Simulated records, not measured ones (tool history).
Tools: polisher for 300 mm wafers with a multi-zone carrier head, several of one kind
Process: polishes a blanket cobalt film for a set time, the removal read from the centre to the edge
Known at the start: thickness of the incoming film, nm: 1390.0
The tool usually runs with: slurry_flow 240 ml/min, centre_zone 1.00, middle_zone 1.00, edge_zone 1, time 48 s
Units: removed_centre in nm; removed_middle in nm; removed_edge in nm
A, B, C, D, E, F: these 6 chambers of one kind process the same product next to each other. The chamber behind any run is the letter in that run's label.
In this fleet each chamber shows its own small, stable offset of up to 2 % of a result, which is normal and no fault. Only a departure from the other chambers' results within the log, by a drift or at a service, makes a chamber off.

run     day  slurry_flow  centre_zone  middle_zone  edge_zone  time  wafers polished on this pad  hours since the slurry nozzle was cleaned  hours since the centre zone pressure was calibrated  hours since the edge zone pressure was calibrated  removed_centre  removed_middle  removed_edge
 1E   0.338          240         1.00         1.00          1    48                          762                                      235.4                                                603.7                                              146.1          154.09          157.49        159.66
 2C   0.838          240         1.00         1.00          1    48                          526                                      278.6                                                435.0                                              151.7          157.32          156.55        156.77
      1.088  -- chamber D: worn pad replaced by a new one
 3F   1.292          240         1.00         1.00          1    48                          579                                       55.8                                                357.1                                              318.8          160.99          158.44        154.83
      1.404  -- chamber E: worn pad replaced by a new one
      1.521  -- chamber C: slurry nozzle cleaned
 4B   1.579          240         1.00         1.00          1    48                          711                                      362.2                                                374.5                                              295.4          154.36          157.56        155.07
      1.838  -- chamber C: worn pad replaced by a new one
 5A   2.008          240         1.00         1.00          1    48                          833                                      112.3                                                 51.0                                              155.5          156.30          154.29        159.53
      2.188  -- chamber B: worn pad replaced by a new one
 6D   2.383          240         0.91         1.00          1    48                          451                                      285.5                                                 90.9                                              252.6          139.72          155.19        156.58
 7A   2.621          240         0.91         1.00          1    48                         1046                                      127.0                                                 65.7                                              170.2          138.65          153.27        158.31
      2.658  -- chamber F: worn pad replaced by a new one
      2.854  -- chamber A: worn pad replaced by a new one
 8B   2.854          240         0.91         1.00          1    48                          232                                      392.8                                                405.1                                              326.0          142.15          156.39        158.22
 9C   3.288          240         0.91         1.00          1    48                          505                                       42.4                                                493.8                                              210.5          144.24          157.23        156.05
      3.317  -- chamber B: centre zone pressure recalibrated
10D   3.529          240         0.91         1.00          1    48                          849                                      313.0                                                118.4                                              280.1          136.70          156.04        159.22
      3.862  -- chamber D: slurry nozzle cleaned
11E   3.958          240         0.91         1.00          1    48                          888                                      322.3                                                690.6                                              233.0          140.27          157.92        156.16
12F   4.225          240         1.00         1.00          1    48                          546                                      126.2                                                427.5                                              389.2          156.66          156.00        152.97
      4.250  -- chamber D: worn pad replaced by a new one
      4.479  -- chamber C: worn pad replaced by a new one
13A   4.612          240         1.00         1.00          1    48                          611                                      174.8                                                113.5                                              218.0          153.40          153.81        159.66
      4.633  -- chamber E: worn pad replaced by a new one
      4.671  -- chamber E: slurry nozzle cleaned
      4.688  -- chamber B: edge zone pressure recalibrated
14B   4.850          240         1.00         1.00          1    48                          927                                      440.7                                                 36.8                                                3.9          156.93          157.99        154.75
      4.933  -- chamber B: worn pad replaced by a new one
15C   5.242          240         1.00         1.00          1    48                          265                                       89.3                                                540.7                                              257.4          157.90          157.51        157.11
      5.350  -- chamber F: worn pad replaced by a new one
16E   5.517          240         1.00         1.00          1    48                          307                                       20.4                                                728.0                                              270.4          151.94          157.77        154.44
      5.838  -- chamber A: worn pad replaced by a new one
17F   5.946          240         1.00         1.00          1    48                          207                                      167.5                                                468.8                                              430.5          158.52          159.12        152.58
18D   6.325          240         1.00         1.00          1    48                          723                                       59.1                                                185.5                                              347.2          158.88          156.28        155.30
19A   6.829          240         1.00         1.00          1    48                          345                                      228.0                                                166.7                                              271.2          155.12          152.81        158.21
      7.158  -- chamber F: edge zone pressure recalibrated
20C   7.238          240         1.00         1.00          1    48                          959                                      137.2                                                588.6                                              305.3          158.08          156.76        153.97
      7.729  -- chamber C: worn pad replaced by a new one
21E   7.742          240         1.00         1.00          1    48                         1081                                       73.8                                                781.4                                              323.8          149.04          157.81        152.93
      7.875  -- chamber D: worn pad replaced by a new one
22D   8.142          240         1.00         1.00          1    48                           93                                      102.7                                                229.1                                              390.8          151.73          157.92        162.06
      8.188  -- chamber B: worn pad replaced by a new one
      8.279  -- chamber E: worn pad replaced by a new one
      8.438  -- chamber F: worn pad replaced by a new one
23F   8.438          240         1.00         1.00          1    48                            1                                      227.3                                                528.6                                               30.8          157.08          158.56        158.96
      8.558  -- chamber A: worn pad replaced by a new one
24B   8.862          240         1.00         1.00          1    48                          235                                      537.0                                                133.1                                              100.2          155.95          156.23        155.34
25D   9.308          240         1.00         1.00          1    48                          499                                      130.7                                                257.1                                              418.8          157.00          156.87        156.62
26F   9.650          240         1.00         1.00          1    48                          423                                      256.4                                                557.7                                               59.9          157.47          159.52        159.66
27A  10.075          240         1.00         1.00          1    48                          528                                      305.9                                                244.6                                              349.1          154.89          154.30        156.45
     10.258  -- chamber A: edge zone pressure recalibrated
28C  10.304          240         1.00         1.00          1    48                          895                                      210.8                                                662.2                                              378.9          157.43          156.57        157.95
     10.329  -- chamber C: worn pad replaced by a new one
29E  10.571          240         1.00         1.00          1    48                          797                                      141.7                                                849.3                                              391.7          146.96          157.17        155.44
     10.925  -- chamber B: worn pad replaced by a new one
30B  10.983          240         1.00         1.00          1    48                           20                                      587.9                                                184.0                                              151.1          150.90          158.44        153.37
     11.033  -- chamber D: worn pad replaced by a new one
31C  11.279          240         1.00         1.00          1    48                          330                                      234.2                                                685.6                                              402.3          159.62          156.29        158.76
     11.533  -- chamber E: worn pad replaced by a new one
32E  11.575          240         1.00         1.00          1    48                           14                                      165.8                                                873.4                                              415.8          148.40          155.94        153.42
     11.792  -- chamber F: worn pad replaced by a new one
     11.796  -- chamber A: worn pad replaced by a new one
33A  11.842          240         1.00         1.00          1    48                           16                                      348.3                                                287.0                                               38.1          151.53          154.68        160.87
34B  12.200          240         1.00         1.00          1    48                          444                                      617.1                                                213.2                                              180.3          154.33          156.70        153.13
35F  12.529          240         1.00         1.00          1    48                          256                                      325.5                                                626.8                                              129.0          159.45          157.34        153.21
36D  12.762          240         1.00         1.00          1    48                          601                                      213.6                                                340.0                                              501.7          156.78          157.99        154.27
37F  13.171          240         1.00         1.00          1    48                          480                                      340.9                                                642.2                                              144.4          156.09          157.87        158.98
     13.292  -- chamber C: worn pad replaced by a new one
38B  13.638          240         1.00         1.00          1    48                          944                                      651.6                                                247.7                                              214.8          156.51          153.41        155.61
39A  13.971          240         1.00         1.00          1    48                          757                                      399.4                                                338.1                                               89.2          156.54          153.38        155.06
40C  14.267          240         1.00         1.00          1    48                          340                                      305.9                                                757.3                                              474.0          157.38          155.47        154.98
41E  14.621          240         1.00         1.00          1    58                         1074                                      238.9                                                946.5                                              488.9          171.18          188.00        187.27

Next, every chamber runs the same settings. What will each give?
42A  14.992          240         1.00         1.07          1    48                                                                                                                                                                                               ?               ?             ?
42B  14.992          240         1.00         1.07          1    48                                                                                                                                                                                               ?               ?             ?
42C  14.992          240         1.00         1.07          1    48                                                                                                                                                                                               ?               ?             ?
42D  14.992          240         1.00         1.07          1    48                                                                                                                                                                                               ?               ?             ?
42E  14.992          240         1.00         1.07          1    48                                                                                                                                                                                               ?               ?             ?
42F  14.992          240         1.00         1.07          1    48                                                                                                                                                                                               ?               ?             ?

run  removed_centre  removed_middle  removed_edge
42A          153.01          164.28        158.07
42B          155.67          165.39        155.35
42C          159.42          166.77        154.17
42D          154.78          168.82        156.88
42E          137.89          168.28        154.02
42F          156.62          167.15        159.67

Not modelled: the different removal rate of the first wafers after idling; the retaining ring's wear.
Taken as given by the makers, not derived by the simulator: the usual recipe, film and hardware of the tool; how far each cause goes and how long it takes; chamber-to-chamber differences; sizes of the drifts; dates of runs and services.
